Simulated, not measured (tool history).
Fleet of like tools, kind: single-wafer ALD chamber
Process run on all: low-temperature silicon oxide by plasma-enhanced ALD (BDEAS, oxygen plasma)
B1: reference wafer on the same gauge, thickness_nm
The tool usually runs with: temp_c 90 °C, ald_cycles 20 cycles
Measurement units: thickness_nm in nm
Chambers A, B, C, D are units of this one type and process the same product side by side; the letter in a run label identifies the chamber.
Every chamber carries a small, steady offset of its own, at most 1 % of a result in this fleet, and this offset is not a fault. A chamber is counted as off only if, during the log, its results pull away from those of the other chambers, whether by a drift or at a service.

Run 1D, hour 5.4: usual settings; B1 3.3203. Result: thickness_nm 2.9747 nm.
Run 2C, hour 11.8: usual settings; B1 3.3173. Result: thickness_nm 2.9754 nm.
Run 3B, hour 17.9: usual settings; B1 3.3219. Result: thickness_nm 2.9217 nm.
Run 4A, hour 21.8: usual settings; B1 3.3197. Result: thickness_nm 2.9614 nm.
Run 5A, hour 26.9: usual settings; B1 3.3181. Result: thickness_nm 2.9483 nm.
Run 6C, hour 32.7: usual settings but ald_cycles 18 cycles; B1 3.3211. Result: thickness_nm 2.6596 nm.
Run 7B, hour 36.6: usual settings but ald_cycles 18 cycles; B1 3.3197. Result: thickness_nm 2.6428 nm.
Run 8D, hour 40.6: usual settings but ald_cycles 18 cycles; B1 3.3204. Result: thickness_nm 2.6745 nm.
Run 9B, hour 46.1: usual settings but ald_cycles 18 cycles; B1 3.3205. Result: thickness_nm 2.6402 nm.
Run 10D, hour 52.8: usual settings; B1 3.3206. Result: thickness_nm 2.9681 nm.
Run 11A, hour 59.4: usual settings; B1 3.3182. Result: thickness_nm 2.9540 nm.
Run 12C, hour 65.3: usual settings; B1 3.3179. Result: thickness_nm 2.9608 nm.
Run 13A, hour 68.8: usual settings; B1 3.3190. Result: thickness_nm 2.9589 nm.
Run 14B, hour 72.9: usual settings but temp_c 77 °C; B1 3.3213. Result: thickness_nm 3.0644 nm.
Run 15D, hour 76.8: usual settings but temp_c 77 °C; B1 3.3203. Result: thickness_nm 3.1283 nm.
Run 16C, hour 80.2: usual settings but temp_c 77 °C; B1 3.3203. Result: thickness_nm 3.0929 nm.
Run 17C, hour 84.5: usual settings but temp_c 77 °C; B1 3.3209. Result: thickness_nm 3.0891 nm.
Run 18A, hour 89.4: usual settings; B1 3.3204. Result: thickness_nm 2.9580 nm.
Run 19D, hour 92.5: usual settings; B1 3.3208. Result: thickness_nm 2.9890 nm.
Run 20B, hour 96.9: usual settings; B1 3.3212. Result: thickness_nm 2.9323 nm.
Run 21A, hour 100.1: usual settings but temp_c 80 °C, ald_cycles 23 cycles; B1 3.3218. Result: thickness_nm 3.5363 nm.
Run 22C, hour 106.5: usual settings but temp_c 80 °C, ald_cycles 23 cycles; B1 3.3192. Result: thickness_nm 3.5166 nm.
Run 23D, hour 112.3: usual settings but temp_c 80 °C, ald_cycles 23 cycles; B1 3.3190. Result: thickness_nm 3.5429 nm.
Run 24B, hour 117.7: usual settings but temp_c 80 °C, ald_cycles 23 cycles; B1 3.3178. Result: thickness_nm 3.4725 nm.
At hour 118.4: chamber B: thermocouple changed; heater temperature recalibrated.
Run 25D, hour 122.6: usual settings but temp_c 104 °C, ald_cycles 24 cycles; B1 3.3197. Result: thickness_nm 3.4166 nm.
Run 26A, hour 128.5: usual settings but temp_c 104 °C, ald_cycles 24 cycles; B1 3.3196. Result: thickness_nm 3.3989 nm.
Run 27C, hour 131.5: usual settings but temp_c 104 °C, ald_cycles 24 cycles; B1 3.3214. Result: thickness_nm 3.4227 nm.
Run 28B, hour 135.9: usual settings but temp_c 104 °C, ald_cycles 24 cycles; B1 3.3194. Result: thickness_nm 3.3749 nm.
Run 29C, hour 141.6: usual settings; B1 3.3205. Result: thickness_nm 2.9636 nm.
Run 30B, hour 144.9: usual settings; B1 3.3194. Result: thickness_nm 2.9209 nm.
Run 31D, hour 151.0: usual settings but temp_c 77 °C; B1 3.3205. Result: thickness_nm 3.1178 nm.
At hour 156.0: chamber C: thermocouple changed; heater temperature recalibrated.
Run 32A, hour 156.1: usual settings but temp_c 77 °C; B1 3.3192. Result: thickness_nm 3.0953 nm.
Run 33A, hour 161.3: usual settings but temp_c 77 °C; B1 3.3200. Result: thickness_nm 3.0939 nm.
Run 34B, hour 167.9: usual settings but temp_c 77 °C; B1 3.3208. Result: thickness_nm 3.0745 nm.
Run 35C, hour 174.1: usual settings; B1 3.3188. Result: thickness_nm 2.9486 nm.
Run 36D, hour 177.8: usual settings; B1 3.3210. Result: thickness_nm 2.9703 nm.

Next, all 4 chambers run the settings below, one line each with question marks for the results. What does each chamber give?
Run 37A, hour 182.6: usual settings but ald_cycles 18 cycles. Result: thickness_nm ?.
Run 37B, hour 182.6: usual settings but ald_cycles 18 cycles. Result: thickness_nm ?.
Run 37C, hour 182.6: usual settings but ald_cycles 18 cycles. Result: thickness_nm ?.
Run 37D, hour 182.6: usual settings but ald_cycles 18 cycles. Result: thickness_nm ?.

run  thickness_nm
37A        2.6586
37B        2.6435
37C        2.6602
37D        2.6841

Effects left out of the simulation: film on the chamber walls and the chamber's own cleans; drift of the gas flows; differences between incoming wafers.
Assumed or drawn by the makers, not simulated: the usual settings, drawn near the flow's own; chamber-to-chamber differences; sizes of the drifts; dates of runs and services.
